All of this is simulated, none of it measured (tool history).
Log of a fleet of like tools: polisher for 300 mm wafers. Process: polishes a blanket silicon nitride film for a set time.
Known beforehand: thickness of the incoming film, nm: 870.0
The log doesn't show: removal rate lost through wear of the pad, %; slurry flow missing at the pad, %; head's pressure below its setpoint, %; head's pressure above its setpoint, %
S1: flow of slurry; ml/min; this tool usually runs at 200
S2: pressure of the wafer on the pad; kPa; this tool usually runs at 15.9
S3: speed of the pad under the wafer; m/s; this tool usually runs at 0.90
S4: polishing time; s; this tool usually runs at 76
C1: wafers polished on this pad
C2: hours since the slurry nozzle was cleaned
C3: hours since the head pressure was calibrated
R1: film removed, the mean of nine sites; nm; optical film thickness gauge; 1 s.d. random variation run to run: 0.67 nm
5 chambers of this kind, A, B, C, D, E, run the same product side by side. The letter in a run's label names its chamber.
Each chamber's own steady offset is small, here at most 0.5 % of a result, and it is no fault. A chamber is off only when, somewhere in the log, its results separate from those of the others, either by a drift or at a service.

Run 1D, hour 9.6: usual settings; C1 883; C2 16.6; C3 1115.1. Result: R1 74.058 nm.
At hour 11.1: chamber E: worn pad replaced by a new one.
Run 2B, hour 17.9: usual settings; C1 253; C2 424.1; C3 137.6. Result: R1 74.158 nm.
At hour 26.3: chamber C: head pressure recalibrated.
Run 3A, hour 28.7: usual settings; C1 369; C2 211.9; C3 397.8. Result: R1 74.701 nm.
Run 4C, hour 39.4: usual settings; C1 709; C2 350.6; C3 13.1. Result: R1 74.851 nm.
Run 5E, hour 47.1: usual settings; C1 396; C2 104.5; C3 554.0. Result: R1 73.201 nm.
At hour 48.9: chamber C: worn pad replaced by a new one.
Run 6A, hour 55.4: usual settings; C1 663; C2 238.6; C3 424.5. Result: R1 73.787 nm.
At hour 69.5: chamber E: head pressure recalibrated.
Run 7C, hour 71.8: usual settings; C1 252; C2 383.0; C3 45.5. Result: R1 75.337 nm.
At hour 74.6: chamber B: slurry nozzle cleaned.
At hour 76.3: chamber D: worn pad replaced by a new one.
Run 8B, hour 81.5: usual settings; C1 953; C2 6.9; C3 201.2. Result: R1 73.895 nm.
At hour 84.3: chamber B: worn pad replaced by a new one.
At hour 87.2: chamber A: slurry nozzle cleaned.
Run 9E, hour 90.3: usual settings but S1 235 ml/min; C1 871; C2 147.7; C3 20.9. Result: R1 74.979 nm.
At hour 93.4: chamber A: worn pad replaced by a new one.
At hour 98.9: chamber E: worn pad replaced by a new one.
Run 10D, hour 104.5: usual settings but S1 235 ml/min; C1 310; C2 111.5; C3 1210.0. Result: R1 76.181 nm.
Run 11C, hour 117.3: usual settings but S1 235 ml/min; C1 752; C2 428.5; C3 91.0. Result: R1 74.787 nm.
Run 12E, hour 128.1: usual settings but S1 235 ml/min; C1 321; C2 185.5; C3 58.7. Result: R1 73.700 nm.
Run 13B, hour 136.5: usual settings but S1 235 ml/min; C1 574; C2 61.9; C3 256.2. Result: R1 75.466 nm.
At hour 137.2: chamber C: worn pad replaced by a new one.
At hour 137.7: chamber E: slurry nozzle cleaned.
Run 14D, hour 145.2: usual settings; C1 758; C2 152.2; C3 1250.7. Result: R1 74.962 nm.
At hour 158.3: chamber B: worn pad replaced by a new one.
Run 15A, hour 159.3: usual settings; C1 725; C2 72.1; C3 528.4. Result: R1 73.727 nm.
At hour 160.2: chamber D: head pressure recalibrated.
Run 16D, hour 173.6: usual settings; C1 1070; C2 180.6; C3 13.5. Result: R1 74.648 nm.
At hour 179.6: chamber E: worn pad replaced by a new one.
At hour 185.9: chamber A: worn pad replaced by a new one.
Run 17C, hour 189.2: usual settings; C1 572; C2 500.4; C3 162.9. Result: R1 73.437 nm.
Run 18E, hour 205.6: usual settings; C1 287; C2 67.9; C3 136.2. Result: R1 73.053 nm.
At hour 214.3: chamber D: worn pad replaced by a new one.
At hour 214.4: chamber C: worn pad replaced by a new one.
At hour 217.6: chamber D: slurry nozzle cleaned.
Run 19B, hour 221.3: usual settings but S3 1.04 m/s; C1 693; C2 146.7; C3 341.0. Result: R1 85.111 nm.
Run 20A, hour 234.9: usual settings but S3 1.04 m/s; C1 539; C2 147.7; C3 604.0. Result: R1 82.510 nm.
At hour 236.6: chamber B: worn pad replaced by a new one.
Run 21B, hour 249.1: usual settings but S3 1.04 m/s; C1 137; C2 174.5; C3 368.8. Result: R1 84.990 nm.
Run 22E, hour 263.0: usual settings but S3 1.04 m/s; C1 918; C2 125.3; C3 193.6. Result: R1 82.761 nm.
At hour 268.0: chamber E: worn pad replaced by a new one.
At hour 270.2: chamber A: worn pad replaced by a new one.
Run 23D, hour 271.9: usual settings but S3 1.04 m/s; C1 634; C2 54.3; C3 111.8. Result: R1 83.251 nm.
Run 24C, hour 279.8: usual settings; C1 720; C2 591.0; C3 253.5. Result: R1 73.637 nm.
At hour 289.0: chamber C: worn pad replaced by a new one.
Run 25A, hour 289.8: usual settings; C1 215; C2 202.6; C3 658.9. Result: R1 73.126 nm.
Run 26A, hour 303.4: usual settings; C1 365; C2 216.2; C3 672.5. Result: R1 73.954 nm.
At hour 314.1: chamber B: worn pad replaced by a new one.
Run 27C, hour 316.2: usual settings; C1 299; C2 627.4; C3 289.9. Result: R1 74.529 nm.
Run 28B, hour 324.2: usual settings; C1 111; C2 249.6; C3 443.9. Result: R1 77.245 nm.
Run 29E, hour 339.9: usual settings; C1 791; C2 202.2; C3 270.5. Result: R1 73.195 nm.
At hour 341.4: chamber E: slurry nozzle cleaned.
At hour 348.2: chamber E: worn pad replaced by a new one.
Run 30D, hour 352.8: usual settings; C1 1524; C2 135.2; C3 192.7. Result: R1 73.353 nm.
Run 31C, hour 366.5: usual settings; C1 853; C2 677.7; C3 340.2. Result: R1 74.074 nm.
At hour 369.9: chamber A: slurry nozzle cleaned.
At hour 376.9: chamber A: worn pad replaced by a new one.
Run 32E, hour 381.7: usual settings; C1 368; C2 40.3; C3 312.3. Result: R1 72.889 nm.
Run 33B, hour 396.7: usual settings; C1 909; C2 322.1; C3 516.4. Result: R1 77.873 nm.
Run 34A, hour 405.5: usual settings but S4 95 s; C1 315; C2 35.7; C3 774.6. Result: R1 92.107 nm.

What goes on in this fleet: one chamber off, a drifting gauge, or nothing beyond the chambers' own small offsets? Name the chamber and the cause, if any.

Chamber B drifts away from the others.
What lies behind it: head's pressure above its setpoint, % = 6.26.

Which of the 4 candidates below, each the usual settings with something changed and its results left as question marks, puts chamber B back in line with what the other chambers give on the usual settings?
Allowed miss from the other chambers' usual-settings mean, per result, to count as in line: R1 2.300 nm
Run 35B-1, hour 417.4: usual settings but S2 15.2 kPa, S3 0.88 m/s. Result: R1 ?.
Run 35B-2, hour 417.4: usual settings but S2 16.5 kPa, S3 0.94 m/s, S4 79 s. Result: R1 ?.
Run 35B-3, hour 417.4: usual settings but S2 15.2 kPa, S4 72 s. Result: R1 ?.
Run 35B-4, hour 417.4: usual settings but S4 80 s. Result: R1 ?.

What the other chambers average on the usual settings: R1 74.071 nm
  run      R1
35B-1  73.461
35B-2  87.823
35B-3  70.872
35B-4  82.303
Change 35B-1 lands the chamber within the allowed miss of the other chambers.
